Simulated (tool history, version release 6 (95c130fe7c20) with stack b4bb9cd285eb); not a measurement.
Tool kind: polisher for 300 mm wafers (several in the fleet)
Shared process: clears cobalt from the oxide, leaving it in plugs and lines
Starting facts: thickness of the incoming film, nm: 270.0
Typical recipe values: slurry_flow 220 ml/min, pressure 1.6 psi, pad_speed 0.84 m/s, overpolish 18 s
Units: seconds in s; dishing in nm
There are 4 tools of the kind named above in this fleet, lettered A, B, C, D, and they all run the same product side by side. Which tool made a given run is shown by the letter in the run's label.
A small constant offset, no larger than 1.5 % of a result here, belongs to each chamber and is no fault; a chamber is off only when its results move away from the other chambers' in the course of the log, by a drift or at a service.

| run | hour | slurry_flow | pressure | pad_speed | overpolish | wafers polished on this pad | hours since the slurry nozzle was cleaned | hours since the head pressure was calibrated | seconds | dishing |
|---|---|---|---|---|---|---|---|---|---|---|
|  | 1.8 | chamber C: worn pad replaced by a new one |
| 1D | 7.6 | 220 | 1.6 | 0.84 | 18 | 677 | 80.9 | 12.8 | 66.546 | 45.090 |
| 2C | 15.8 | 220 | 1.6 | 0.84 | 18 | 183 | 189.4 | 785.9 | 66.924 | 45.202 |
| 3B | 26.2 | 220 | 1.6 | 0.84 | 18 | 782 | 179.1 | 411.3 | 66.162 | 46.034 |
| 4A | 33.3 | 220 | 1.6 | 0.84 | 18 | 647 | 383.3 | 87.6 | 67.182 | 45.398 |
| 5D | 43.2 | 220 | 1.6 | 0.84 | 18 | 1141 | 116.5 | 48.4 | 65.934 | 44.875 |
| 6C | 49.4 | 220 | 1.6 | 0.84 | 18 | 621 | 223.0 | 819.5 | 66.427 | 44.455 |
|  | 52.0 | chamber B: worn pad replaced by a new one |
|  | 54.4 | chamber A: worn pad replaced by a new one |
| 7A | 61.9 | 220 | 1.6 | 0.84 | 18 | 97 | 411.9 | 116.2 | 66.517 | 44.286 |
|  | 65.9 | chamber C: slurry nozzle cleaned |
| 8B | 67.9 | 220 | 1.6 | 0.84 | 18 | 208 | 220.8 | 453.0 | 66.366 | 45.315 |
| 9D | 75.8 | 220 | 1.6 | 0.84 | 18 | 1566 | 149.1 | 81.0 | 67.936 | 44.671 |
|  | 77.0 | chamber C: worn pad replaced by a new one |
| 10B | 83.3 | 220 | 1.6 | 0.84 | 18 | 409 | 236.2 | 468.4 | 67.506 | 46.730 |
| 11C | 97.2 | 220 | 1.6 | 0.84 | 18 | 264 | 31.3 | 867.3 | 66.233 | 45.326 |
| 12A | 109.9 | 220 | 1.6 | 0.84 | 18 | 723 | 459.9 | 164.2 | 67.688 | 44.147 |
| 13C | 118.6 | 220 | 1.6 | 0.84 | 18 | 543 | 52.7 | 888.7 | 65.425 | 44.659 |
| 14B | 128.4 | 220 | 1.6 | 0.84 | 18 | 996 | 281.3 | 513.5 | 67.658 | 44.525 |
|  | 129.6 | chamber A: worn pad replaced by a new one |
|  | 131.7 | chamber B: worn pad replaced by a new one |
| 15D | 142.1 | 220 | 1.6 | 0.84 | 18 | 2430 | 215.4 | 147.3 | 68.823 | 43.790 |
| 16A | 154.9 | 220 | 1.6 | 0.84 | 18 | 329 | 504.9 | 209.2 | 66.606 | 44.946 |
|  | 165.4 | chamber C: worn pad replaced by a new one |
| 17A | 165.4 | 220 | 1.6 | 0.84 | 18 | 466 | 515.4 | 219.7 | 65.632 | 45.729 |
| 18B | 175.2 | 165 | 1.6 | 0.84 | 18 | 567 | 328.1 | 560.3 | 69.835 | 44.607 |
| 19C | 183.0 | 165 | 1.6 | 0.84 | 18 | 230 | 117.1 | 953.1 | 68.868 | 43.631 |
| 20D | 191.0 | 165 | 1.6 | 0.84 | 18 | 3067 | 264.3 | 196.2 | 72.450 | 43.182 |
| 21C | 204.3 | 165 | 1.6 | 0.84 | 18 | 508 | 138.4 | 974.4 | 70.086 | 44.190 |
|  | 208.8 | chamber A: worn pad replaced by a new one |
| 22A | 212.7 | 220 | 1.6 | 0.84 | 18 | 51 | 562.7 | 267.0 | 66.698 | 44.729 |
| 23D | 224.3 | 220 | 1.6 | 0.84 | 18 | 3501 | 297.6 | 229.5 | 70.101 | 43.629 |
|  | 224.5 | chamber B: worn pad replaced by a new one |
| 24B | 230.4 | 220 | 1.6 | 0.84 | 18 | 76 | 383.3 | 615.5 | 68.861 | 44.391 |
| 25C | 238.4 | 285 | 1.6 | 0.72 | 18 | 952 | 172.5 | 1008.5 | 75.254 | 41.806 |
|  | 238.5 | chamber C: worn pad replaced by a new one |
|  | 246.1 | chamber C: head pressure recalibrated |
| 26B | 247.1 | 285 | 1.6 | 0.72 | 18 | 294 | 400.0 | 632.2 | 74.927 | 41.782 |
| 27D | 254.4 | 285 | 1.6 | 0.72 | 18 | 3893 | 327.7 | 259.6 | 80.870 | 40.006 |
|  | 260.6 | chamber A: slurry nozzle cleaned |
|  | 263.0 | chamber C: slurry nozzle cleaned |
| 28A | 266.3 | 285 | 1.6 | 0.72 | 18 | 750 | 5.8 | 320.6 | 73.787 | 41.585 |
| 29A | 273.2 | 220 | 1.6 | 0.84 | 18 | 840 | 12.7 | 327.5 | 67.034 | 45.349 |
| 30D | 282.4 | 220 | 1.6 | 0.84 | 18 | 4258 | 355.7 | 287.6 | 69.522 | 43.190 |
|  | 287.3 | chamber A: worn pad replaced by a new one |
| 31C | 295.5 | 220 | 1.6 | 0.84 | 18 | 743 | 32.6 | 49.5 | 66.291 | 45.065 |
| 32B | 303.6 | 220 | 1.6 | 0.84 | 18 | 1030 | 456.5 | 688.7 | 67.454 | 46.031 |
| 33A | 310.3 | 220 | 1.6 | 0.84 | 18 | 300 | 49.8 | 364.6 | 66.282 | 45.219 |
|  | 318.4 | chamber C: worn pad replaced by a new one |
|  | 321.7 | chamber B: worn pad replaced by a new one |
| 34D | 323.8 | 220 | 1.1 | 1.08 | 18 | 4798 | 397.1 | 329.0 | 81.078 | 39.687 |
| 35B | 332.3 | 220 | 1.1 | 1.08 | 18 | 139 | 485.2 | 717.4 | 76.503 | 42.460 |
| 36C | 342.5 | 220 | 1.1 | 1.08 | 18 | 314 | 79.6 | 96.5 | 75.756 | 41.655 |
| 37A | 355.1 | 220 | 1.1 | 1.08 | 18 | 883 | 94.6 | 409.4 | 74.285 | 41.273 |
| 38B | 361.8 | 220 | 1.6 | 0.84 | 18 | 523 | 514.7 | 746.9 | 66.655 | 45.570 |
|  | 363.4 | chamber A: worn pad replaced by a new one |
| 39D | 371.1 | 220 | 1.6 | 0.84 | 18 | 5414 | 444.4 | 376.3 | 74.628 | 42.944 |
| 40C | 380.7 | 220 | 1.6 | 0.84 | 18 | 812 | 117.8 | 134.7 | 67.277 | 44.711 |
| 41A | 389.2 | 220 | 1.6 | 0.84 | 18 | 337 | 128.7 | 443.5 | 65.341 | 44.978 |
| 42D | 399.8 | 220 | 1.6 | 0.84 | 18 | 5788 | 473.1 | 405.0 | 73.651 | 42.792 |

Decide between three cases: one chamber stands off from its peers, the gauge reading all wafers drifts, or nothing is wrong past each chamber's small offset. Where a chamber is off, say which and what most likely put it there.

Chamber D drifts away from the others.
Cause: removal rate lost through wear of the pad, % = 9.72.
The log might look much the same if the cause were instead: head's pressure below its setpoint, %.

Chamber D could run next with any of the 4 candidate recipes listed below; each alters the usual settings, and their results appear as question marks. Which one brings its results back in line with what the other chambers deliver on the usual settings?
In line means no further than this from the other chambers' mean on the usual settings: seconds 2.800 s; dishing 2.100 nm
| 43D-1 | 409.7 | 220 | 1.4 | 0.76 | 18 |  |  |  | ? | ? |
| 43D-2 | 409.7 | 220 | 1.7 | 0.88 | 18 |  |  |  | ? | ? |
| 43D-3 | 409.7 | 220 | 1.5 | 0.80 | 18 |  |  |  | ? | ? |
| 43D-4 | 409.7 | 225 | 1.8 | 0.94 | 18 |  |  |  | ? | ? |

Usual-settings mean across the other chambers: seconds 66.482 s; dishing 45.185 nm
| run | seconds | dishing |
|---|---|---|
| 43D-1 | 93.309 | 36.045 |
| 43D-2 | 66.523 | 44.488 |
| 43D-3 | 82.809 | 38.982 |
| 43D-4 | 58.688 | 47.632 |
The answer is 43D-2, which returns the chamber to within the allowed miss of the others.
